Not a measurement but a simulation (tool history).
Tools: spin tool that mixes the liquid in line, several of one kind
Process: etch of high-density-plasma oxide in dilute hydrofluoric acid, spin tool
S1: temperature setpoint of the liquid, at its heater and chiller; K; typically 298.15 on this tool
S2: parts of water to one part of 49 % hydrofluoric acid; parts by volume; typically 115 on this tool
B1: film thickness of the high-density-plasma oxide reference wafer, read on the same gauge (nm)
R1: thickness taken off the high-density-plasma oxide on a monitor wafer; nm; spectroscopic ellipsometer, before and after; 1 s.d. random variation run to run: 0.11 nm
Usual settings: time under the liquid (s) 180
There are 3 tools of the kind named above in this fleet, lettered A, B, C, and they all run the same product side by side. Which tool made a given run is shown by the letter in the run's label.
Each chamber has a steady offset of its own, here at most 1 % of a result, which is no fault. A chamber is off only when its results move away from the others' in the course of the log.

{"run": "1C", "day": 0.238, "S1": 298.15, "S2": 115, "time under the liquid (s)": 180, "B1": 59.991, "R1": 15.093}
{"run": "2B", "day": 0.362, "S1": 298.15, "S2": 115, "time under the liquid (s)": 180, "B1": 60.009, "R1": 14.853}
{"run": "3A", "day": 0.533, "S1": 298.15, "S2": 115, "time under the liquid (s)": 180, "B1": 60.009, "R1": 15.047}
{"run": "4B", "day": 0.662, "S1": 298.15, "S2": 115, "time under the liquid (s)": 180, "B1": 60.001, "R1": 15.109}
{"run": "5C", "day": 0.796, "S1": 298.15, "S2": 115, "time under the liquid (s)": 180, "B1": 60.02, "R1": 14.932}
{"run": "6A", "day": 0.925, "S1": 298.15, "S2": 115, "time under the liquid (s)": 180, "B1": 59.975, "R1": 14.741}
{"day": 0.992, "done": "chamber C: thermometer replaced"}
{"run": "7B", "day": 1.138, "S1": 298.15, "S2": 115, "time under the liquid (s)": 180, "B1": 60.008, "R1": 15.019}
{"run": "8A", "day": 1.354, "S1": 293.65, "S2": 115, "time under the liquid (s)": 180, "B1": 59.986, "R1": 12.492}
{"run": "9C", "day": 1.504, "S1": 293.65, "S2": 115, "time under the liquid (s)": 180, "B1": 59.977, "R1": 12.596}
{"run": "10C", "day": 1.754, "S1": 293.65, "S2": 115, "time under the liquid (s)": 180, "B1": 60.003, "R1": 12.511}
{"run": "11A", "day": 1.904, "S1": 298.15, "S2": 115, "time under the liquid (s)": 180, "B1": 60.013, "R1": 15.057}
{"run": "12B", "day": 2.154, "S1": 298.15, "S2": 115, "time under the liquid (s)": 180, "B1": 59.988, "R1": 14.922}
{"run": "13A", "day": 2.271, "S1": 298.15, "S2": 115, "time under the liquid (s)": 180, "B1": 60.001, "R1": 14.901}
{"run": "14C", "day": 2.492, "S1": 298.15, "S2": 115, "time under the liquid (s)": 180, "B1": 60.009, "R1": 14.971}
{"run": "15B", "day": 2.7, "S1": 298.15, "S2": 115, "time under the liquid (s)": 180, "B1": 60.014, "R1": 14.883}
{"run": "16A", "day": 2.954, "S1": 298.15, "S2": 115, "time under the liquid (s)": 180, "B1": 60.035, "R1": 14.938}
{"run": "17B", "day": 3.212, "S1": 298.15, "S2": 115, "time under the liquid (s)": 180, "B1": 59.971, "R1": 14.949}
{"run": "18C", "day": 3.471, "S1": 298.15, "S2": 115, "time under the liquid (s)": 180, "B1": 60.008, "R1": 15.07}
{"run": "19C", "day": 3.708, "S1": 298.15, "S2": 115, "time under the liquid (s)": 180, "B1": 60.011, "R1": 15.314}
{"run": "20B", "day": 3.875, "S1": 298.15, "S2": 115, "time under the liquid (s)": 180, "B1": 59.981, "R1": 14.966}
{"run": "21A", "day": 4.071, "S1": 298.15, "S2": 115, "time under the liquid (s)": 180, "B1": 60.028, "R1": 15.063}
{"run": "22C", "day": 4.204, "S1": 298.15, "S2": 115, "time under the liquid (s)": 180, "B1": 60.011, "R1": 15.149}
{"run": "23A", "day": 4.362, "S1": 298.15, "S2": 115, "time under the liquid (s)": 180, "B1": 59.993, "R1": 14.959}
{"run": "24B", "day": 4.612, "S1": 298.15, "S2": 115, "time under the liquid (s)": 180, "B1": 60.019, "R1": 15.118}
{"run": "25B", "day": 4.854, "S1": 298.15, "S2": 115, "time under the liquid (s)": 180, "B1": 59.997, "R1": 14.806}
{"day": 4.921, "done": "chamber B: hydrofluoric acid flow meter replaced"}
{"run": "26C", "day": 5.008, "S1": 298.15, "S2": 115, "time under the liquid (s)": 180, "B1": 59.985, "R1": 15.064}
{"run": "27A", "day": 5.271, "S1": 298.15, "S2": 115, "time under the liquid (s)": 180, "B1": 59.999, "R1": 15.446}
{"run": "28C", "day": 5.529, "S1": 298.15, "S2": 115, "time under the liquid (s)": 180, "B1": 60.006, "R1": 15.042}
{"run": "29B", "day": 5.775, "S1": 298.15, "S2": 115, "time under the liquid (s)": 180, "B1": 59.983, "R1": 15.071}
{"run": "30A", "day": 5.958, "S1": 298.15, "S2": 115, "time under the liquid (s)": 115, "B1": 59.979, "R1": 9.9605}
{"run": "31A", "day": 6.083, "S1": 298.15, "S2": 115, "time under the liquid (s)": 115, "B1": 59.998, "R1": 10.04}
{"run": "32C", "day": 6.208, "S1": 298.15, "S2": 115, "time under the liquid (s)": 115, "B1": 60.005, "R1": 9.6743}
{"run": "33B", "day": 6.446, "S1": 298.15, "S2": 115, "time under the liquid (s)": 180, "B1": 59.989, "R1": 15.036}
{"run": "34B", "day": 6.567, "S1": 300.65, "S2": 115, "time under the liquid (s)": 180, "B1": 60.005, "R1": 16.414}
{"run": "35A", "day": 6.825, "S1": 300.65, "S2": 115, "time under the liquid (s)": 180, "B1": 60.01, "R1": 17.378}
{"run": "36C", "day": 6.946, "S1": 300.65, "S2": 115, "time under the liquid (s)": 180, "B1": 59.998, "R1": 16.664}
{"run": "37B", "day": 7.2, "S1": 298.15, "S2": 115, "time under the liquid (s)": 180, "B1": 60.018, "R1": 14.905}
{"run": "38A", "day": 7.417, "S1": 298.15, "S2": 115, "time under the liquid (s)": 180, "B1": 59.969, "R1": 16.048}
{"run": "39C", "day": 7.646, "S1": 298.15, "S2": 115, "time under the liquid (s)": 180, "B1": 60.0, "R1": 15.047}
{"run": "40A", "day": 7.775, "S1": 298.15, "S2": 115, "time under the liquid (s)": 180, "B1": 59.999, "R1": 15.984}
{"run": "41B", "day": 7.971, "S1": 298.15, "S2": 115, "time under the liquid (s)": 180, "B1": 60.032, "R1": 15.054}

Is one chamber off against the others, does the gauge drift, or is nothing wrong? If a chamber is off, say which, and what the likeliest cause is.

Chamber A drifts away from the others.
Likeliest cause: liquid hotter than its thermometer reads (K) = 2.38.
From this log alone, it may not be told apart from: hydrofluoric acid flow above the setpoint (%).

Chamber A could run next with any of the 4 candidate recipes listed below; each alters the usual settings, and their results appear as question marks. Which one brings its results back in line with what the other chambers deliver on the usual settings?
Counts as in line when no further than this from what the other chambers average on the usual settings: R1 0.3800 nm
{"run": "42A-1", "day": 8.167, "S1": 298.15, "S2": 115, "time under the liquid (s)": 195, "R1": "?"}
{"run": "42A-2", "day": 8.167, "S1": 296.15, "S2": 115, "time under the liquid (s)": 180, "R1": "?"}
{"run": "42A-3", "day": 8.167, "S1": 298.65, "S2": 115, "time under the liquid (s)": 210, "R1": "?"}
{"run": "42A-4", "day": 8.167, "S1": 297.65, "S2": 115, "time under the liquid (s)": 155, "R1": "?"}

The mean the other chambers reach with the usual settings: R1 15.0250 nm
run=42A-1 R1=17.6670
run=42A-2 R1=15.1050
run=42A-3 R1=19.3900
run=42A-4 R1=13.7790
It is 42A-2 that realigns the chamber with its peers.
